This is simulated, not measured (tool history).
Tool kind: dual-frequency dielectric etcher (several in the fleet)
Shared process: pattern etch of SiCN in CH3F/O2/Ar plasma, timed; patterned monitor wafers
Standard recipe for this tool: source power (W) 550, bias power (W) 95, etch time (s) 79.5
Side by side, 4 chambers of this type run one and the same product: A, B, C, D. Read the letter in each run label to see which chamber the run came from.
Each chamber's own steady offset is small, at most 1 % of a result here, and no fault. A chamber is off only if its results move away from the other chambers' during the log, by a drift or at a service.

run,hour,source power (W),bias power (W),etch time (s),hours since the last wet clean,hours since the last source power generator calibration,hours since the last bias power generator calibration,"read-back reference wafer on the same gauge, depth_nm",mean etch depth across the wafer (Å)
1B,3.9,550,95,79.5,237.1,2323.0,774.2,42.817,367.93
2D,8.1,550,95,79.5,239.6,1213.2,1704.4,42.800,371.37
3A,11.7,550,95,79.5,327.2,400.3,1321.6,42.821,374.03
4C,15.3,550,95,79.5,157.8,2069.1,3444.8,42.801,372.18
5D,18.3,450,113,79.5,249.8,1223.4,1714.6,42.828,366.28
6C,21.4,450,113,79.5,163.9,2075.2,3450.9,42.805,368.15
7A,24.7,450,113,79.5,340.2,413.3,1334.6,42.785,370.26
8B,26.7,450,113,79.5,259.9,2345.8,797.0,42.783,364.87
9C,29.8,550,95,60.0,172.3,2083.6,3459.3,42.813,278.99
10D,32.7,550,95,60.0,264.2,1237.8,1729.0,42.795,279.89
11A,36.5,550,95,60.0,352.0,425.1,1346.4,42.770,282.42
12B,39.4,550,95,60.0,272.6,2358.5,809.7,42.811,278.40
13B,43.5,550,115,79.5,276.7,2362.6,813.8,42.760,395.45
14A,46.6,550,115,79.5,362.1,435.2,1356.5,42.800,404.36
15C,50.4,550,115,79.5,192.9,2104.2,3479.9,42.820,394.37
16D,54.6,550,115,79.5,286.1,1259.7,1750.9,42.799,395.56
17D,57.0,550,95,79.5,288.5,1262.1,1753.3,42.829,370.35
18C,59.0,550,95,79.5,201.5,2112.8,3488.5,42.798,366.93
19A,61.6,550,95,79.5,377.1,450.2,1371.5,42.784,373.27
20B,64.8,550,95,79.5,298.0,2383.9,835.1,42.810,368.49
21B,68.8,550,95,79.5,302.0,2387.9,839.1,42.792,367.20
22D,71.2,480,116,79.5,302.7,1276.3,1767.5,42.792,378.58
23C,75.3,480,116,79.5,217.8,2129.1,3504.8,42.796,372.95
24A,77.3,480,116,79.5,392.8,465.9,1387.2,42.801,384.52
25B,80.4,480,116,79.5,313.6,2399.5,850.7,42.781,374.79
26A,84.0,550,95,79.5,399.5,472.6,1393.9,42.788,373.45
27D,87.6,550,95,79.5,319.1,1292.7,1783.9,42.827,367.84
28C,89.9,550,95,79.5,232.4,2143.7,3519.4,42.808,361.92
29B,92.5,550,95,79.5,325.7,2411.6,862.8,42.802,365.32
30C,95.3,550,95,79.5,237.8,2149.1,3524.8,42.817,363.44

Read the log: is a single chamber off, either drifting away or since a service, is the gauge that measures every chamber drifting, or is nothing wrong beyond small per-chamber offsets? Name any odd chamber and what most likely caused it.

Little by little, chamber C moves away from the other chambers.
Most likely cause: etch rate under this chamber's usual, % = 2.71.

Chamber C could run next with any of the 4 candidate recipes listed below; each alters the usual settings, and their results appear as question marks. Which one brings its results back in line with what the other chambers deliver on the usual settings?
In-line tolerance around the mean of the other chambers on the usual settings: mean etch depth across the wafer (Å) 4.10
31C-1,98.4,550,94,78.0,,,,,?
31C-2,98.4,550,95,76.0,,,,,?
31C-3,98.4,560,96,82.5,,,,,?
31C-4,98.4,550,95,81.5,,,,,?

Usual-settings mean across the other chambers: mean etch depth across the wafer (Å) 370.15
run,mean etch depth across the wafer (Å)
31C-1,353.33
31C-2,345.58
31C-3,379.08
31C-4,370.59
With 31C-4, the chamber falls back in line with the rest.
